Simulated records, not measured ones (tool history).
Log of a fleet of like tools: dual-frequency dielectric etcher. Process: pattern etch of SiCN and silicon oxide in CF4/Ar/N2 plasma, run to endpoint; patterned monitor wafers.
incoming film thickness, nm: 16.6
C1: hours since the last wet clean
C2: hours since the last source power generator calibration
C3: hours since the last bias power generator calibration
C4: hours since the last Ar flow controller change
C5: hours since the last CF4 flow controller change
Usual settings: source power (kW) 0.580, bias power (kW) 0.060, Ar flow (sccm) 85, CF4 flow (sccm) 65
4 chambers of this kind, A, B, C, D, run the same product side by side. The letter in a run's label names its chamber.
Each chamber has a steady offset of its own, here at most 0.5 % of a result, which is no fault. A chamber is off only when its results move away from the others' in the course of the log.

Run 1B, hour 7.4: usual settings; C1 295.3; C2 380.0; C3 1657.5; C4 2461.4; C5 2273.1. Result: endpoint time (s) 16.094.
Run 2D, hour 14.4: usual settings; C1 111.3; C2 2519.4; C3 689.8; C4 158.9; C5 1578.1. Result: endpoint time (s) 16.182.
Run 3A, hour 23.0: usual settings; C1 290.4; C2 1507.8; C3 3117.0; C4 3730.7; C5 2723.8. Result: endpoint time (s) 16.107.
Run 4C, hour 33.8: usual settings; C1 397.6; C2 1976.6; C3 439.4; C4 2110.8; C5 3649.6. Result: endpoint time (s) 16.053.
Run 5C, hour 45.8: usual settings; C1 409.6; C2 1988.6; C3 451.4; C4 2122.8; C5 3661.6. Result: endpoint time (s) 16.117.
Run 6D, hour 53.1: usual settings; C1 150.0; C2 2558.1; C3 728.5; C4 197.6; C5 1616.8. Result: endpoint time (s) 16.201.
Run 7B, hour 61.5: usual settings; C1 349.4; C2 434.1; C3 1711.6; C4 2515.5; C5 2327.2. Result: endpoint time (s) 16.066.
Run 8A, hour 69.1: usual settings; C1 336.5; C2 1553.9; C3 3163.1; C4 3776.8; C5 2769.9. Result: endpoint time (s) 16.097.
Run 9D, hour 75.9: usual settings; C1 172.8; C2 2580.9; C3 751.3; C4 220.4; C5 1639.6. Result: endpoint time (s) 16.110.
Run 10A, hour 88.2: usual settings; C1 355.6; C2 1573.0; C3 3182.2; C4 3795.9; C5 2789.0. Result: endpoint time (s) 16.274.
Run 11C, hour 94.0: usual settings; C1 457.8; C2 2036.8; C3 499.6; C4 2171.0; C5 3709.8. Result: endpoint time (s) 16.177.
Run 12B, hour 105.1: usual settings but bias power (kW) 0.074; C1 393.0; C2 477.7; C3 1755.2; C4 2559.1; C5 2370.8. Result: endpoint time (s) 14.920.
Run 13B, hour 115.6: usual settings but bias power (kW) 0.074; C1 403.5; C2 488.2; C3 1765.7; C4 2569.6; C5 2381.3. Result: endpoint time (s) 14.891.
Run 14A, hour 124.1: usual settings but bias power (kW) 0.074; C1 391.5; C2 1608.9; C3 3218.1; C4 3831.8; C5 2824.9. Result: endpoint time (s) 15.000.
Run 15D, hour 131.2: usual settings but bias power (kW) 0.074; C1 228.1; C2 2636.2; C3 806.6; C4 275.7; C5 1694.9. Result: endpoint time (s) 15.068.
Run 16C, hour 137.3: usual settings; C1 501.1; C2 2080.1; C3 542.9; C4 2214.3; C5 3753.1. Result: endpoint time (s) 16.267.
Run 17A, hour 147.2: usual settings but source power (kW) 0.460; C1 414.6; C2 1632.0; C3 3241.2; C4 3854.9; C5 2848.0. Result: endpoint time (s) 20.182.
Run 18C, hour 156.5: usual settings but source power (kW) 0.460; C1 520.3; C2 2099.3; C3 562.1; C4 2233.5; C5 3772.3. Result: endpoint time (s) 19.837.
Run 19B, hour 164.5: usual settings but source power (kW) 0.460; C1 452.4; C2 537.1; C3 1814.6; C4 2618.5; C5 2430.2. Result: endpoint time (s) 19.374.
Run 20D, hour 173.9: usual settings but source power (kW) 0.460; C1 270.8; C2 2678.9; C3 849.3; C4 318.4; C5 1737.6. Result: endpoint time (s) 19.885.
Run 21C, hour 184.6: usual settings but CF4 flow (sccm) 71; C1 548.4; C2 2127.4; C3 590.2; C4 2261.6; C5 3800.4. Result: endpoint time (s) 16.053.
Run 22B, hour 195.4: usual settings but CF4 flow (sccm) 71; C1 483.3; C2 568.0; C3 1845.5; C4 2649.4; C5 2461.1. Result: endpoint time (s) 15.554.
Run 23D, hour 202.2: usual settings but CF4 flow (sccm) 71; C1 299.1; C2 2707.2; C3 877.6; C4 346.7; C5 1765.9. Result: endpoint time (s) 15.869.
Run 24A, hour 212.4: usual settings but CF4 flow (sccm) 71; C1 479.8; C2 1697.2; C3 3306.4; C4 3920.1; C5 2913.2. Result: endpoint time (s) 15.984.
At hour 213.4: chamber A: wet clean of the chamber.
Run 25D, hour 222.2: usual settings; C1 319.1; C2 2727.2; C3 897.6; C4 366.7; C5 1785.9. Result: endpoint time (s) 16.107.
Run 26A, hour 228.9: usual settings but source power (kW) 0.520; C1 15.6; C2 1713.7; C3 3322.9; C4 3936.6; C5 2929.7. Result: endpoint time (s) 17.860.
Run 27B, hour 236.0: usual settings but source power (kW) 0.520; C1 523.9; C2 608.6; C3 1886.1; C4 2690.0; C5 2501.7. Result: endpoint time (s) 17.561.
Run 28C, hour 242.4: usual settings but source power (kW) 0.520; C1 606.2; C2 2185.2; C3 648.0; C4 2319.4; C5 3858.2. Result: endpoint time (s) 17.741.
At hour 246.0: chamber C: wet clean of the chamber.
Run 29A, hour 254.9: usual settings but source power (kW) 0.520; C1 41.6; C2 1739.7; C3 3348.9; C4 3962.6; C5 2955.7. Result: endpoint time (s) 17.926.
Run 30B, hour 264.3: usual settings; C1 552.2; C2 636.9; C3 1914.4; C4 2718.3; C5 2530.0. Result: endpoint time (s) 15.650.
At hour 265.3: chamber D: wet clean of the chamber.
Run 31C, hour 274.2: usual settings; C1 28.3; C2 2217.0; C3 679.8; C4 2351.2; C5 3890.0. Result: endpoint time (s) 16.240.
Run 32D, hour 283.1: usual settings; C1 17.8; C2 2788.1; C3 958.5; C4 427.6; C5 1846.8. Result: endpoint time (s) 16.275.
Run 33B, hour 290.0: usual settings; C1 577.9; C2 662.6; C3 1940.1; C4 2744.0; C5 2555.7. Result: endpoint time (s) 15.858.
Run 34C, hour 296.5: usual settings; C1 50.6; C2 2239.3; C3 702.1; C4 2373.5; C5 3912.3. Result: endpoint time (s) 16.153.
Run 35A, hour 307.0: usual settings; C1 93.7; C2 1791.8; C3 3401.0; C4 4014.7; C5 3007.8. Result: endpoint time (s) 16.166.
Run 36D, hour 317.5: usual settings; C1 52.2; C2 2822.5; C3 992.9; C4 462.0; C5 1881.2. Result: endpoint time (s) 16.196.
Run 37A, hour 324.2: usual settings; C1 110.9; C2 1809.0; C3 3418.2; C4 4031.9; C5 3025.0. Result: endpoint time (s) 16.281.
Run 38B, hour 333.7: usual settings; C1 621.6; C2 706.3; C3 1983.8; C4 2787.7; C5 2599.4. Result: endpoint time (s) 15.609.
Run 39D, hour 341.1: usual settings; C1 75.8; C2 2846.1; C3 1016.5; C4 485.6; C5 1904.8. Result: endpoint time (s) 16.194.
Run 40C, hour 351.8: usual settings; C1 105.9; C2 2294.6; C3 757.4; C4 2428.8; C5 3967.6. Result: endpoint time (s) 16.189.

What goes on in this fleet: one chamber off, a drifting gauge, or nothing beyond the chambers' own small offsets? Name the chamber and the cause, if any.

Chamber B drifts away from the others.
Cause: etch rate over this chamber's usual, % = 2.68.
The log may not tell that from: source power that arrives over what is set, %.

Here are 4 candidates for chamber B's next run, each the usual settings with a change, their results left as question marks. Which one brings its results back in line with what the others give on the usual settings?
In line means no further than this from the other chambers' mean on the usual settings: endpoint time (s) 0.260
Run 41B-1, hour 360.7: usual settings but Ar flow (sccm) 56. Result: endpoint time (s) ?.
Run 41B-2, hour 360.7: usual settings but source power (kW) 0.550, bias power (kW) 0.059, Ar flow (sccm) 86, CF4 flow (sccm) 64. Result: endpoint time (s) ?.
Run 41B-3, hour 360.7: usual settings but bias power (kW) 0.055, CF4 flow (sccm) 62. Result: endpoint time (s) ?.
Run 41B-4, hour 360.7: usual settings but source power (kW) 0.600, bias power (kW) 0.061. Result: endpoint time (s) ?.

The other chambers' mean on the usual settings: endpoint time (s) 16.189
  run  endpoint time (s)
41B-1             14.738
41B-2             16.591
41B-3             16.229
41B-4             15.130
41B-3 brings the chamber back in line.
